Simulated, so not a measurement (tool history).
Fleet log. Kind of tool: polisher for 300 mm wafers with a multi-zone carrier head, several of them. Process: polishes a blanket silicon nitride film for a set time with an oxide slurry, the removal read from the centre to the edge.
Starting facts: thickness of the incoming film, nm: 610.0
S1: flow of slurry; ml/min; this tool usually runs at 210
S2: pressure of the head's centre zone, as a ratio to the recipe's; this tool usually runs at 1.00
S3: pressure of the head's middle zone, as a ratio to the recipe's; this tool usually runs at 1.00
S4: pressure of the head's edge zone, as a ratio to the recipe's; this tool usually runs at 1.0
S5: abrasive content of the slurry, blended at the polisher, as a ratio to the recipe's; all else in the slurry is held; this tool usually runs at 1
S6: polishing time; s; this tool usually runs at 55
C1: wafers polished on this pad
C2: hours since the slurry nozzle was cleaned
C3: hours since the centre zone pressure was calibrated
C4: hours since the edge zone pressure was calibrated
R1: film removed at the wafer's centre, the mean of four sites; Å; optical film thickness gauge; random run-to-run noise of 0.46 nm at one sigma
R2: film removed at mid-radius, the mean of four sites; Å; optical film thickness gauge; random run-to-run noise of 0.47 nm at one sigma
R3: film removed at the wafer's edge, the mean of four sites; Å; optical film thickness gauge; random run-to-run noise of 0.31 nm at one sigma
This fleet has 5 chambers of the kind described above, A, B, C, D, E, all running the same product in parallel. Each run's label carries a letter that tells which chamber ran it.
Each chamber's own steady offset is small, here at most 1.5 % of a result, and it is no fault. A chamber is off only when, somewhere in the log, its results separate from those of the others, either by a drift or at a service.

At hour 0.8: chamber B: edge zone pressure recalibrated.
Run 1E, hour 8.7: usual settings; C1 216; C2 391.0; C3 942.8; C4 432.3. Result: R1 321.48 Å, R2 315.45 Å, R3 322.20 Å.
Run 2D, hour 13.7: usual settings; C1 312; C2 182.7; C3 1168.9; C4 546.4. Result: R1 327.48 Å, R2 329.20 Å, R3 319.47 Å.
Run 3A, hour 19.0: usual settings; C1 259; C2 578.9; C3 35.8; C4 390.4. Result: R1 323.51 Å, R2 326.08 Å, R3 326.18 Å.
Run 4B, hour 25.2: usual settings; C1 992; C2 489.0; C3 1054.5; C4 24.5. Result: R1 325.88 Å, R2 330.53 Å, R3 325.95 Å.
Run 5C, hour 32.0: usual settings; C1 470; C2 386.6; C3 1242.1; C4 489.0. Result: R1 328.02 Å, R2 321.59 Å, R3 323.42 Å.
Run 6A, hour 38.9: usual settings; C1 436; C2 598.8; C3 55.7; C4 410.3. Result: R1 318.21 Å, R2 323.97 Å, R3 326.38 Å.
Run 7B, hour 47.9: usual settings; C1 1193; C2 511.7; C3 1077.2; C4 47.2. Result: R1 315.65 Å, R2 326.24 Å, R3 325.85 Å.
Run 8E, hour 54.2: usual settings; C1 619; C2 436.5; C3 988.3; C4 477.8. Result: R1 330.70 Å, R2 320.10 Å, R3 323.89 Å.
At hour 61.4: chamber C: slurry nozzle cleaned.
At hour 62.9: chamber D: worn pad replaced by a new one.
Run 9D, hour 64.0: usual settings; C1 9; C2 233.0; C3 1219.2; C4 596.7. Result: R1 329.42 Å, R2 321.49 Å, R3 321.70 Å.
At hour 66.3: chamber A: worn pad replaced by a new one.
Run 10C, hour 70.6: usual settings; C1 812; C2 9.2; C3 1280.7; C4 527.6. Result: R1 320.34 Å, R2 323.74 Å, R3 317.61 Å.
Run 11E, hour 78.0: usual settings; C1 830; C2 460.3; C3 1012.1; C4 501.6. Result: R1 321.09 Å, R2 314.05 Å, R3 327.81 Å.
At hour 82.6: chamber B: worn pad replaced by a new one.
Run 12A, hour 84.4: usual settings; C1 161; C2 644.3; C3 101.2; C4 455.8. Result: R1 320.12 Å, R2 322.02 Å, R3 329.76 Å.
At hour 85.4: chamber E: worn pad replaced by a new one.
At hour 87.4: chamber C: centre zone pressure recalibrated.
Run 13C, hour 90.8: usual settings; C1 991; C2 29.4; C3 3.5; C4 547.8. Result: R1 320.78 Å, R2 328.55 Å, R3 319.87 Å.
Run 14D, hour 101.0: usual settings; C1 337; C2 270.0; C3 1256.2; C4 633.7. Result: R1 332.27 Å, R2 323.02 Å, R3 320.70 Å.
At hour 104.6: chamber C: worn pad replaced by a new one.
At hour 105.4: chamber B: centre zone pressure recalibrated.
Run 15B, hour 106.4: usual settings; C1 211; C2 570.2; C3 1.0; C4 105.7. Result: R1 324.27 Å, R2 330.34 Å, R3 325.21 Å.
Run 16B, hour 114.2: usual settings; C1 280; C2 578.0; C3 8.8; C4 113.5. Result: R1 331.77 Å, R2 320.05 Å, R3 320.61 Å.
At hour 118.5: chamber E: centre zone pressure recalibrated.
Run 17C, hour 123.6: usual settings; C1 168; C2 62.2; C3 36.3; C4 580.6. Result: R1 326.23 Å, R2 322.95 Å, R3 325.61 Å.
Run 18A, hour 132.1: usual settings; C1 584; C2 692.0; C3 148.9; C4 503.5. Result: R1 316.46 Å, R2 329.20 Å, R3 323.44 Å.
At hour 135.2: chamber C: edge zone pressure recalibrated.
Run 19E, hour 140.5: usual settings but S1 150 ml/min; C1 489; C2 522.8; C3 22.1; C4 564.1. Result: R1 311.68 Å, R2 304.33 Å, R3 318.15 Å.
At hour 146.2: chamber A: worn pad replaced by a new one.
At hour 148.4: chamber D: centre zone pressure recalibrated.
Run 20D, hour 150.3: usual settings but S1 150 ml/min; C1 774; C2 319.3; C3 2.0; C4 683.0. Result: R1 307.98 Å, R2 312.45 Å, R3 309.26 Å.
At hour 151.8: chamber D: worn pad replaced by a new one.
Run 21E, hour 156.2: usual settings but S1 150 ml/min; C1 628; C2 538.5; C3 37.8; C4 579.8. Result: R1 304.27 Å, R2 298.54 Å, R3 312.51 Å.
Run 22B, hour 166.5: usual settings but S1 150 ml/min; C1 744; C2 630.3; C3 61.1; C4 165.8. Result: R1 285.68 Å, R2 294.48 Å, R3 296.63 Å.
Run 23C, hour 176.7: usual settings but S1 150 ml/min; C1 639; C2 115.3; C3 89.4; C4 41.6. Result: R1 298.82 Å, R2 311.04 Å, R3 308.24 Å.
At hour 179.6: chamber E: worn pad replaced by a new one.
Run 24A, hour 183.2: usual settings; C1 328; C2 743.1; C3 200.0; C4 554.6. Result: R1 320.32 Å, R2 317.83 Å, R3 329.23 Å.
Run 25D, hour 189.6: usual settings; C1 335; C2 358.6; C3 41.3; C4 722.3. Result: R1 328.85 Å, R2 321.55 Å, R3 319.74 Å.
Run 26B, hour 198.2: usual settings; C1 1025; C2 662.0; C3 92.8; C4 197.5. Result: R1 319.08 Å, R2 306.97 Å, R3 312.10 Å.
At hour 203.8: chamber A: slurry nozzle cleaned.
Run 27A, hour 207.0: usual settings; C1 539; C2 3.2; C3 223.8; C4 578.4. Result: R1 326.13 Å, R2 323.41 Å, R3 329.03 Å.
Run 28D, hour 216.5: usual settings; C1 574; C2 385.5; C3 68.2; C4 749.2. Result: R1 323.44 Å, R2 325.58 Å, R3 324.62 Å.
Run 29E, hour 222.0: usual settings; C1 376; C2 604.3; C3 103.6; C4 645.6. Result: R1 329.54 Å, R2 320.58 Å, R3 325.67 Å.
Run 30C, hour 228.9: usual settings; C1 1101; C2 167.5; C3 141.6; C4 93.8. Result: R1 324.27 Å, R2 318.39 Å, R3 319.38 Å.
At hour 236.1: chamber D: worn pad replaced by a new one.
Run 31C, hour 238.1: usual settings; C1 1183; C2 176.7; C3 150.8; C4 103.0. Result: R1 322.22 Å, R2 319.15 Å, R3 319.80 Å.
At hour 241.4: chamber B: worn pad replaced by a new one.
Run 32E, hour 243.3: usual settings; C1 565; C2 625.6; C3 124.9; C4 666.9. Result: R1 321.45 Å, R2 323.18 Å, R3 323.80 Å.
At hour 244.3: chamber C: worn pad replaced by a new one.
At hour 246.9: chamber A: worn pad replaced by a new one.
Run 33A, hour 253.1: usual settings but S3 1.07, S4 1.1; C1 55; C2 49.3; C3 269.9; C4 624.5. Result: R1 318.70 Å, R2 344.05 Å, R3 345.88 Å.
Run 34D, hour 259.0: usual settings but S3 1.07, S4 1.1; C1 203; C2 428.0; C3 110.7; C4 791.7. Result: R1 324.80 Å, R2 355.58 Å, R3 342.51 Å.
Run 35B, hour 268.8: usual settings but S3 1.07, S4 1.1; C1 243; C2 732.6; C3 163.4; C4 268.1. Result: R1 301.90 Å, R2 322.75 Å, R3 323.16 Å.
Run 36A, hour 276.1: usual settings but S3 1.07, S4 1.1; C1 259; C2 72.3; C3 292.9; C4 647.5. Result: R1 323.40 Å, R2 348.07 Å, R3 341.84 Å.
Run 37D, hour 281.6: usual settings but S3 1.07, S4 1.1; C1 403; C2 450.6; C3 133.3; C4 814.3. Result: R1 326.03 Å, R2 352.02 Å, R3 338.98 Å.
Run 38C, hour 287.5: usual settings; C1 383; C2 226.1; C3 200.2; C4 152.4. Result: R1 322.51 Å, R2 325.66 Å, R3 319.36 Å.
Run 39B, hour 297.3: usual settings but S2 0.95; C1 495; C2 761.1; C3 191.9; C4 296.6. Result: R1 270.23 Å, R2 294.24 Å, R3 300.59 Å.

One chamber off, gauge drift, or nothing amiss beyond the chambers' own small offsets? If it is a chamber, which one, and what is the likeliest cause?

It is chamber B that slowly wanders off from its peers.
What lies behind it: slurry flow missing at the pad, % = 40.6.

Chamber B could run next with any of the 4 candidate recipes listed below; each alters the usual settings, and their results appear as question marks. Which one brings its results back in line with what the other chambers deliver on the usual settings?
In line here means within this much of the mean the other chambers give on the usual settings: R1 16.00 Å; R2 17.00 Å; R3 11.00 Å
Run 40B-1, hour 304.8: usual settings but S1 205 ml/min, S2 0.98, S3 0.99, S4 1.01, S6 51 s. Result: R1 ?, R2 ?, R3 ?.
Run 40B-2, hour 304.8: usual settings but S1 225 ml/min, S2 1.03, S3 1.02, S4 0.98, S5 1.05, S6 62 s. Result: R1 ?, R2 ?, R3 ?.
Run 40B-3, hour 304.8: usual settings but S1 220 ml/min, S2 1.02, S3 1.01, S4 0.99, S6 59 s. Result: R1 ?, R2 ?, R3 ?.
Run 40B-4, hour 304.8: usual settings but S1 195 ml/min, S2 0.97, S3 0.98, S4 1.02, S5 0.95, S6 48 s. Result: R1 ?, R2 ?, R3 ?.

Usual-settings mean across the other chambers: R1 323.85 Å; R2 323.68 Å; R3 324.27 Å
  run      R1      R2      R3
40B-1  261.96  271.04  280.82
40B-2  352.30  353.45  348.46
40B-3  322.60  324.46  325.01
40B-4  234.72  243.82  257.29
Change 40B-3 lands the chamber within the allowed miss of the other chambers.
